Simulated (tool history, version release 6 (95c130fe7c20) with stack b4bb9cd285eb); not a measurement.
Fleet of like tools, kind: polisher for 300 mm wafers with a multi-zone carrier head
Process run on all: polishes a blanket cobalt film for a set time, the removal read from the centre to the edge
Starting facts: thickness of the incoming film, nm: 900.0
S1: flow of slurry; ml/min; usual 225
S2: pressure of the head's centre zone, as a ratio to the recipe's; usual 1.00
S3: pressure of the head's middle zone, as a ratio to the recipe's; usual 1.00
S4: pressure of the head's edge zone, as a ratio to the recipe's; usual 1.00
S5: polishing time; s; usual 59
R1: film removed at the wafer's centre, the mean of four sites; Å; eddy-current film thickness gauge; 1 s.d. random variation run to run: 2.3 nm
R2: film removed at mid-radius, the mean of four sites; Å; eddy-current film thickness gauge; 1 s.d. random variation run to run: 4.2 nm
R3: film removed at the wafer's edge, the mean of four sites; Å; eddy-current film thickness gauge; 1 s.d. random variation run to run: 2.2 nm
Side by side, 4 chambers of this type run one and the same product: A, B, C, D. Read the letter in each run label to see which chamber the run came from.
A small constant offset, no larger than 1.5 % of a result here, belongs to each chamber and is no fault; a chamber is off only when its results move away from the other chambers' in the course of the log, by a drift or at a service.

-- hour=5.1 chamber A: worn pad replaced by a new one
run 1C hour=5.3 | S1=225 S2=1.00 S3=1.00 S4=1.00 S5=59 | R1=3432.8 R2=3406.1 R3=3488.5
run 2A hour=11.1 | S1=225 S2=1.00 S3=1.00 S4=1.00 S5=59 | R1=3480.9 R2=3538.1 R3=3477.4
run 3B hour=19.0 | S1=225 S2=1.00 S3=1.00 S4=1.00 S5=59 | R1=3484.6 R2=3491.9 R3=3424.9
run 4D hour=24.4 | S1=225 S2=1.00 S3=1.00 S4=1.00 S5=59 | R1=3512.8 R2=3431.9 R3=3492.7
-- hour=24.6 chamber C: worn pad replaced by a new one
-- hour=29.4 chamber D: worn pad replaced by a new one
run 5A hour=29.7 | S1=225 S2=1.00 S3=1.00 S4=1.00 S5=47 | R1=2753.0 R2=2757.3 R3=2775.1
-- hour=29.9 chamber B: worn pad replaced by a new one
run 6B hour=33.8 | S1=225 S2=1.00 S3=1.00 S4=1.00 S5=47 | R1=2788.5 R2=2730.4 R3=2776.5
run 7C hour=41.2 | S1=225 S2=1.00 S3=1.00 S4=1.00 S5=47 | R1=2776.4 R2=2786.8 R3=2728.8
run 8D hour=45.0 | S1=225 S2=1.00 S3=1.00 S4=1.00 S5=47 | R1=2786.8 R2=2748.2 R3=2813.4
run 9C hour=49.8 | S1=225 S2=1.00 S3=1.00 S4=1.00 S5=59 | R1=3455.9 R2=3460.8 R3=3456.2
run 10B hour=56.4 | S1=225 S2=1.00 S3=1.00 S4=1.00 S5=59 | R1=3481.9 R2=3477.0 R3=3469.8
run 11A hour=63.5 | S1=225 S2=1.00 S3=1.00 S4=1.00 S5=59 | R1=3479.5 R2=3443.3 R3=3505.0
-- hour=67.3 chamber A: worn pad replaced by a new one
run 12D hour=67.7 | S1=225 S2=1.00 S3=1.00 S4=1.00 S5=59 | R1=3464.3 R2=3432.6 R3=3550.8
run 13B hour=71.8 | S1=225 S2=1.00 S3=1.00 S4=1.00 S5=59 | R1=3464.8 R2=3426.8 R3=3479.5
run 14C hour=78.2 | S1=225 S2=1.00 S3=1.00 S4=1.00 S5=59 | R1=3456.3 R2=3381.7 R3=3459.9
run 15D hour=85.7 | S1=225 S2=1.00 S3=1.00 S4=1.00 S5=59 | R1=3499.3 R2=3438.2 R3=3476.8
run 16A hour=93.7 | S1=225 S2=1.00 S3=1.00 S4=1.00 S5=59 | R1=3444.3 R2=3431.9 R3=3506.4
run 17A hour=99.4 | S1=185 S2=1.00 S3=0.91 S4=1.00 S5=59 | R1=3336.2 R2=3084.8 R3=3420.8
-- hour=99.9 chamber B: edge zone pressure recalibrated
run 18D hour=104.4 | S1=185 S2=1.00 S3=0.91 S4=1.00 S5=59 | R1=3391.5 R2=3174.2 R3=3420.4
run 19B hour=108.4 | S1=185 S2=1.00 S3=0.91 S4=1.00 S5=59 | R1=3366.1 R2=3118.7 R3=3432.9
-- hour=110.2 chamber C: worn pad replaced by a new one
-- hour=110.4 chamber B: centre zone pressure recalibrated
run 20C hour=112.4 | S1=185 S2=1.00 S3=0.91 S4=1.00 S5=59 | R1=3386.6 R2=3095.7 R3=3398.9
run 21C hour=119.6 | S1=225 S2=1.08 S3=1.00 S4=1.07 S5=59 | R1=3779.8 R2=3500.5 R3=3618.8
-- hour=120.2 chamber B: worn pad replaced by a new one
-- hour=121.4 chamber D: worn pad replaced by a new one
run 22A hour=124.3 | S1=225 S2=1.08 S3=1.00 S4=1.07 S5=59 | R1=3770.2 R2=3434.6 R3=3623.8
-- hour=130.3 chamber A: worn pad replaced by a new one
run 23B hour=130.8 | S1=225 S2=1.08 S3=1.00 S4=1.07 S5=59 | R1=3481.9 R2=3516.3 R3=3600.2
run 24D hour=135.4 | S1=225 S2=1.08 S3=1.00 S4=1.07 S5=59 | R1=3782.2 R2=3399.1 R3=3649.8
-- hour=137.1 chamber C: centre zone pressure recalibrated
run 25A hour=143.3 | S1=225 S2=1.00 S3=1.00 S4=1.00 S5=59 | R1=3475.2 R2=3459.2 R3=3484.3
run 26B hour=148.8 | S1=225 S2=1.00 S3=1.00 S4=1.00 S5=59 | R1=3217.8 R2=3455.7 R3=3454.4
run 27C hour=153.6 | S1=225 S2=1.00 S3=1.00 S4=1.00 S5=59 | R1=3444.6 R2=3513.1 R3=3507.7
run 28D hour=160.8 | S1=225 S2=1.00 S3=1.00 S4=1.00 S5=59 | R1=3506.6 R2=3406.1 R3=3490.6
run 29D hour=165.0 | S1=225 S2=1.00 S3=1.00 S4=1.00 S5=59 | R1=3492.0 R2=3467.9 R3=3499.5
run 30B hour=168.8 | S1=225 S2=1.00 S3=1.00 S4=1.00 S5=59 | R1=3201.6 R2=3406.2 R3=3485.1
run 31C hour=176.9 | S1=225 S2=1.00 S3=1.00 S4=1.00 S5=59 | R1=3466.8 R2=3530.7 R3=3467.8

Does one chamber stand apart from the rest, does the shared gauge drift, or is all well apart from small per-chamber offsets? Give the chamber and the most likely cause, where there is one.

After it was serviced, chamber B no longer matches the other chambers.
Likeliest cause: centre zone's pressure below its setpoint, % = 7.88.

Which of the 4 candidates below, each the usual settings with something changed and its results left as question marks, puts chamber B back in line with what the other chambers give on the usual settings?
Counts as in line when no further than this from what the other chambers average on the usual settings: R1 81.0 Å; R2 150.0 Å; R3 77.0 Å
run 32B-1 hour=183.0 | S1=225 S2=1.03 S3=0.99 S4=0.99 S5=59 | R1=? R2=? R3=?
run 32B-2 hour=183.0 | S1=230 S2=1.06 S3=0.98 S4=0.98 S5=60 | R1=? R2=? R3=?
run 32B-3 hour=183.0 | S1=220 S2=0.94 S3=1.02 S4=1.02 S5=58 | R1=? R2=? R3=?
run 32B-4 hour=183.0 | S1=225 S2=0.97 S3=1.01 S4=1.01 S5=59 | R1=? R2=? R3=?

Average result of the remaining chambers running the usual settings: R1 3472.8 Å; R2 3454.1 Å; R3 3491.0 Å
run=32B-1 R1=3297.6 R2=3445.9 R3=3448.4
run=32B-2 R1=3470.1 R2=3481.6 R3=3496.1
run=32B-3 R1=2925.5 R2=3471.5 R3=3434.7
run=32B-4 R1=3089.7 R2=3509.7 R3=3483.9
32B-2 brings the chamber back in line.

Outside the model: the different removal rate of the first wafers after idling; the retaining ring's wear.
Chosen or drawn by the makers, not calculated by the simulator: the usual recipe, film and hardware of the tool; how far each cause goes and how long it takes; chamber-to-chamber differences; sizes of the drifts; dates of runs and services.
